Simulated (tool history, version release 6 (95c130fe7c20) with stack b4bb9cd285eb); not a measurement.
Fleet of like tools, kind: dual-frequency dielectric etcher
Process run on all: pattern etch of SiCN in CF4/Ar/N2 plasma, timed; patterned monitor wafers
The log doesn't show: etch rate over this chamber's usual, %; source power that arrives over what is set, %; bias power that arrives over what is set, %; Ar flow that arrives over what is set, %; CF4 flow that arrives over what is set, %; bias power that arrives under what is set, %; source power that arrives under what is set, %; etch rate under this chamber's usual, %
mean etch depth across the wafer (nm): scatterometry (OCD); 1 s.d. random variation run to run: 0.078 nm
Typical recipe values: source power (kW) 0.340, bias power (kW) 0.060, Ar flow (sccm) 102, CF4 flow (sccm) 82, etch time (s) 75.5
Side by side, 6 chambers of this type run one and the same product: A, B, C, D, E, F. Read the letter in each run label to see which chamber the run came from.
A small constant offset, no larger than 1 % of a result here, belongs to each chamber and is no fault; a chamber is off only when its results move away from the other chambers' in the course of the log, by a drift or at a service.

run,hour,source power (kW),bias power (kW),Ar flow (sccm),CF4 flow (sccm),etch time (s),hours since the last wet clean,hours since the last source power generator calibration,hours since the last bias power generator calibration,hours since the last Ar flow controller change,hours since the last CF4 flow controller change,"read-back reference wafer on the same gauge, depth_nm",mean etch depth across the wafer (nm)
# hour 2.6: chamber C: wet clean of the chamber
1D,14.1,0.340,0.060,102,82,75.5,186.4,621.6,2572.8,633.4,1568.6,43.103,48.515
2A,26.2,0.340,0.060,102,82,75.5,389.5,896.8,1605.6,2161.9,1700.7,43.082,48.314
# hour 34.7: chamber D: bias power generator calibrated
3E,37.7,0.340,0.060,102,82,75.5,54.3,163.3,2501.0,352.3,330.5,43.066,48.938
# hour 46.1: chamber B: bias power generator calibrated
4C,49.5,0.340,0.060,102,82,75.5,46.9,623.5,943.4,847.5,1723.7,43.060,48.677
5F,56.6,0.340,0.060,102,82,75.5,400.4,1622.3,714.9,434.0,517.4,43.061,48.373
6B,67.6,0.340,0.060,102,82,75.5,491.9,2403.2,21.6,3174.5,460.7,43.063,48.976
# hour 71.9: chamber A: wet clean of the chamber
7B,82.4,0.340,0.060,102,82,75.5,506.7,2418.0,36.4,3189.3,475.5,43.042,48.989
# hour 93.4: chamber C: CF4 flow controller replaced
8C,94.1,0.340,0.060,102,82,75.5,91.5,668.1,988.0,892.1,0.8,43.050,48.442
# hour 97.7: chamber D: CF4 flow controller replaced
9E,101.1,0.340,0.060,102,82,75.5,117.7,226.7,2564.4,415.7,393.9,43.051,48.736
10D,109.2,0.340,0.060,102,82,75.5,281.5,716.7,74.5,728.5,11.6,43.038,48.441
11F,118.0,0.340,0.060,102,82,75.5,461.8,1683.7,776.3,495.4,578.8,43.045,48.470
12A,129.5,0.340,0.060,102,70,75.5,57.6,1000.1,1708.9,2265.2,1804.0,43.055,47.129
13E,144.3,0.340,0.060,102,70,75.5,160.9,269.9,2607.6,458.9,437.1,43.014,47.518
14D,154.7,0.340,0.060,102,70,75.5,327.0,762.2,120.0,774.0,57.1,43.015,47.266
15A,164.0,0.340,0.060,102,70,75.5,92.1,1034.6,1743.4,2299.7,1838.5,43.005,47.121
16C,178.8,0.340,0.060,102,70,75.5,176.2,752.8,1072.7,976.8,85.5,43.003,47.339
17B,192.0,0.340,0.060,102,70,75.5,616.3,2527.6,146.0,3298.9,585.1,42.998,47.703
18F,202.7,0.340,0.060,102,82,75.5,546.5,1768.4,861.0,580.1,663.5,42.976,48.317
19C,212.1,0.340,0.060,102,82,75.5,209.5,786.1,1106.0,1010.1,118.8,42.981,48.588
# hour 224.2: chamber B: wet clean of the chamber
20B,227.4,0.340,0.068,91,82,75.5,3.2,2563.0,181.4,3334.3,620.5,42.950,51.636
21F,241.9,0.340,0.068,91,82,75.5,585.7,1807.6,900.2,619.3,702.7,42.939,51.148
22E,257.5,0.340,0.068,91,82,75.5,274.1,383.1,2720.8,572.1,550.3,42.934,51.504
# hour 264.1: chamber F: wet clean of the chamber
23D,266.8,0.340,0.068,91,82,75.5,439.1,874.3,232.1,886.1,169.2,42.954,51.360
24A,277.5,0.340,0.068,91,82,75.5,205.6,1148.1,1856.9,2413.2,1952.0,42.966,51.122
25E,291.0,0.340,0.068,91,82,75.5,307.6,416.6,2754.3,605.6,583.8,42.934,51.688
# hour 291.8: chamber D: wet clean of the chamber
26B,303.1,0.340,0.060,102,82,75.5,78.9,2638.7,257.1,3410.0,696.2,42.919,48.785
27D,315.8,0.340,0.060,102,82,75.5,24.0,923.3,281.1,935.1,218.2,42.910,48.357
28C,322.9,0.340,0.060,102,82,75.5,320.3,896.9,1216.8,1120.9,229.6,42.901,48.559
29A,333.8,0.340,0.060,102,82,75.5,261.9,1204.4,1913.2,2469.5,2008.3,42.920,48.192
30F,349.4,0.340,0.060,102,82,75.5,85.4,1915.1,1007.7,726.8,810.2,42.914,48.273
31A,358.0,0.340,0.060,102,82,75.5,286.1,1228.6,1937.4,2493.7,2032.5,42.894,48.247
32C,371.2,0.340,0.060,114,82,75.5,368.6,945.2,1265.1,1169.2,277.9,42.902,47.735
33E,382.7,0.340,0.060,114,82,75.5,399.3,508.3,2846.0,697.3,675.5,42.873,47.720
# hour 385.5: chamber E: wet clean of the chamber
34D,395.2,0.340,0.060,114,82,75.5,103.4,1002.7,360.5,1014.5,297.6,42.871,47.389
35B,409.5,0.340,0.060,114,82,75.5,185.3,2745.1,363.5,3516.4,802.6,42.861,47.973
36F,419.3,0.340,0.060,114,82,75.5,155.3,1985.0,1077.6,796.7,880.1,42.855,47.425
37E,427.4,0.340,0.060,114,82,75.5,41.9,553.0,2890.7,742.0,720.2,42.845,47.702
38D,436.2,0.340,0.060,102,82,75.5,144.4,1043.7,401.5,1055.5,338.6,42.858,48.269
39B,450.3,0.340,0.060,102,82,75.5,226.1,2785.9,404.3,3557.2,843.4,42.837,48.870
40F,459.9,0.340,0.060,114,82,75.5,195.9,2025.6,1118.2,837.3,920.7,42.833,47.317
41A,472.0,0.340,0.060,114,82,75.5,400.1,1342.6,2051.4,2607.7,2146.5,42.841,47.253
42C,481.1,0.340,0.060,114,82,75.5,478.5,1055.1,1375.0,1279.1,387.8,42.819,47.711

Decide between three cases: one chamber stands off from its peers, the gauge reading all wafers drifts, or nothing is wrong past each chamber's small offset. Where a chamber is off, say which and what most likely put it there.

No chamber is off; the gauge reading every chamber's wafers drifts, which makes the whole fleet appear to move together.
Most likely cause: gauge reads low (%) = 0.659.

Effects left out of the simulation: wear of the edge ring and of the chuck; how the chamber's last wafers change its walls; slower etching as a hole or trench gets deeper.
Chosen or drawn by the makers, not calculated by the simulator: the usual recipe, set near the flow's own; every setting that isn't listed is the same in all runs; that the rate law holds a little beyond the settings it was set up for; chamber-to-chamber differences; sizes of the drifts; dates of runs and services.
